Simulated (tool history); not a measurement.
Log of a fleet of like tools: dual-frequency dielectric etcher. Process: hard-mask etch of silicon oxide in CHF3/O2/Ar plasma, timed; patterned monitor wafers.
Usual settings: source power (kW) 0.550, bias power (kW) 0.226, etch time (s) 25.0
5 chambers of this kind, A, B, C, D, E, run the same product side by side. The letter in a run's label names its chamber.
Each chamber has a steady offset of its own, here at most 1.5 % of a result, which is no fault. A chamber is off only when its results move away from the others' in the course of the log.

run   hour  source power (kW)  bias power (kW)  etch time (s)  hours since the last wet clean  hours since the last source power generator calibration  hours since the last bias power generator calibration  read-back reference wafer on the same gauge, depth_nm  mean etch depth across the wafer (Å)
 1D    9.0              0.550            0.226           25.0                           147.4                                                   1776.1                                                  857.9                                                 52.162                                524.01
 2E   20.9              0.550            0.226           25.0                           398.2                                                    661.5                                                 2274.6                                                 52.171                                518.74
 3A   31.2              0.550            0.226           25.0                           463.1                                                    832.1                                                 2669.6                                                 52.092                                522.88
 4B   40.2              0.550            0.226           25.0                           200.7                                                   2589.7                                                  394.7                                                 52.065                                520.12
 5C   53.7              0.550            0.226           25.0                           256.2                                                    858.7                                                 1414.4                                                 52.134                                515.62
 6D   61.4              0.550            0.226           25.0                           199.8                                                   1828.5                                                  910.3                                                 52.060                                516.70
 7B   74.3              0.550            0.226           25.0                           234.8                                                   2623.8                                                  428.8                                                 52.085                                519.70
      81.0  -- chamber A: wet clean of the chamber
 8A   84.8              0.440            0.226           25.0                             3.8                                                    885.7                                                 2723.2                                                 52.132                                474.26
 9E   95.2              0.440            0.226           25.0                           472.5                                                    735.8                                                 2348.9                                                 52.047                                487.07
10C  105.1              0.440            0.226           25.0                           307.6                                                    910.1                                                 1465.8                                                 51.989                                474.13
11C  117.1              0.440            0.226           25.0                           319.6                                                    922.1                                                 1477.8                                                 52.085                                476.76
12E  123.9              0.440            0.226           25.0                           501.2                                                    764.5                                                 2377.6                                                 52.148                                481.15
13D  136.1              0.550            0.226           25.0                           274.5                                                   1903.2                                                  985.0                                                 52.145                                516.13
14A  147.7              0.550            0.226           25.0                            66.7                                                    948.6                                                 2786.1                                                 52.051                                517.85
15B  156.9              0.550            0.226           30.0                           317.4                                                   2706.4                                                  511.4                                                 52.030                                626.72
     166.0  -- chamber C: wet clean of the chamber
16D  167.1              0.550            0.226           30.0                           305.5                                                   1934.2                                                 1016.0                                                 52.168                                623.89
17C  174.0              0.550            0.226           30.0                             8.0                                                    979.0                                                 1534.7                                                 52.171                                619.02
18E  185.8              0.550            0.226           30.0                           563.1                                                    826.4                                                 2439.5                                                 52.044                                626.61
     199.0  -- chamber A: bias power generator calibrated
19A  199.2              0.550            0.226           30.0                           118.2                                                   1000.1                                                    0.3                                                 52.142                                625.88
     202.7  -- chamber E: wet clean of the chamber
20B  208.2              0.550            0.226           25.0                           368.7                                                   2757.7                                                  562.7                                                 52.054                                518.52
     211.5  -- chamber B: wet clean of the chamber
21E  222.7              0.550            0.226           25.0                            20.0                                                    863.3                                                 2476.4                                                 52.137                                517.55
22C  236.1              0.550            0.226           25.0                            70.1                                                   1041.1                                                 1596.8                                                 52.084                                511.33
23A  246.9              0.550            0.226           25.0                           165.9                                                   1047.8                                                   48.0                                                 52.135                                520.67
24D  254.1              0.550            0.226           25.0                           392.5                                                   2021.2                                                 1103.0                                                 52.086                                518.09
25B  262.2              0.550            0.226           25.0                            50.8                                                   2811.7                                                  616.7                                                 52.127                                527.58
26C  273.2              0.550            0.226           25.0                           107.2                                                   1078.2                                                 1633.9                                                 52.077                                510.32
27D  283.5              0.550            0.226           25.0                           421.9                                                   2050.6                                                 1132.4                                                 52.145                                523.80
28E  293.7              0.550            0.226           25.0                            91.0                                                    934.3                                                 2547.4                                                 52.225                                520.97
29A  301.5              0.550            0.196           19.5                           220.5                                                   1102.4                                                  102.6                                                 52.037                                390.43
30B  313.5              0.550            0.196           19.5                           102.1                                                   2863.0                                                  668.0                                                 52.053                                393.73
31A  323.5              0.550            0.196           19.5                           242.5                                                   1124.4                                                  124.6                                                 52.146                                385.17
32C  333.7              0.550            0.196           19.5                           167.7                                                   1138.7                                                 1694.4                                                 52.121                                382.42
33E  340.6              0.550            0.196           19.5                           137.9                                                    981.2                                                 2594.3                                                 52.133                                383.80
34D  347.0              0.550            0.226           25.0                           485.4                                                   2114.1                                                 1195.9                                                 52.112                                514.44
35B  354.6              0.550            0.226           25.0                           143.2                                                   2904.1                                                  709.1                                                 52.103                                522.04
36A  366.9              0.550            0.226           25.0                           285.9                                                   1167.8                                                  168.0                                                 52.021                                522.28
37E  378.3              0.550            0.226           25.0                           175.6                                                   1018.9                                                 2632.0                                                 52.083                                519.32

All 5 chambers run these settings next. Forecast each chamber's results:
38A  388.6              0.550            0.226           25.0                                                                                                                                                                                                                                            ?
38B  388.6              0.550            0.226           25.0                                                                                                                                                                                                                                            ?
38C  388.6              0.550            0.226           25.0                                                                                                                                                                                                                                            ?
38D  388.6              0.550            0.226           25.0                                                                                                                                                                                                                                            ?
38E  388.6              0.550            0.226           25.0                                                                                                                                                                                                                                            ?

run  mean etch depth across the wafer (Å)
38A                                514.72
38B                                525.29
38C                                509.64
38D                                521.92
38E                                519.95
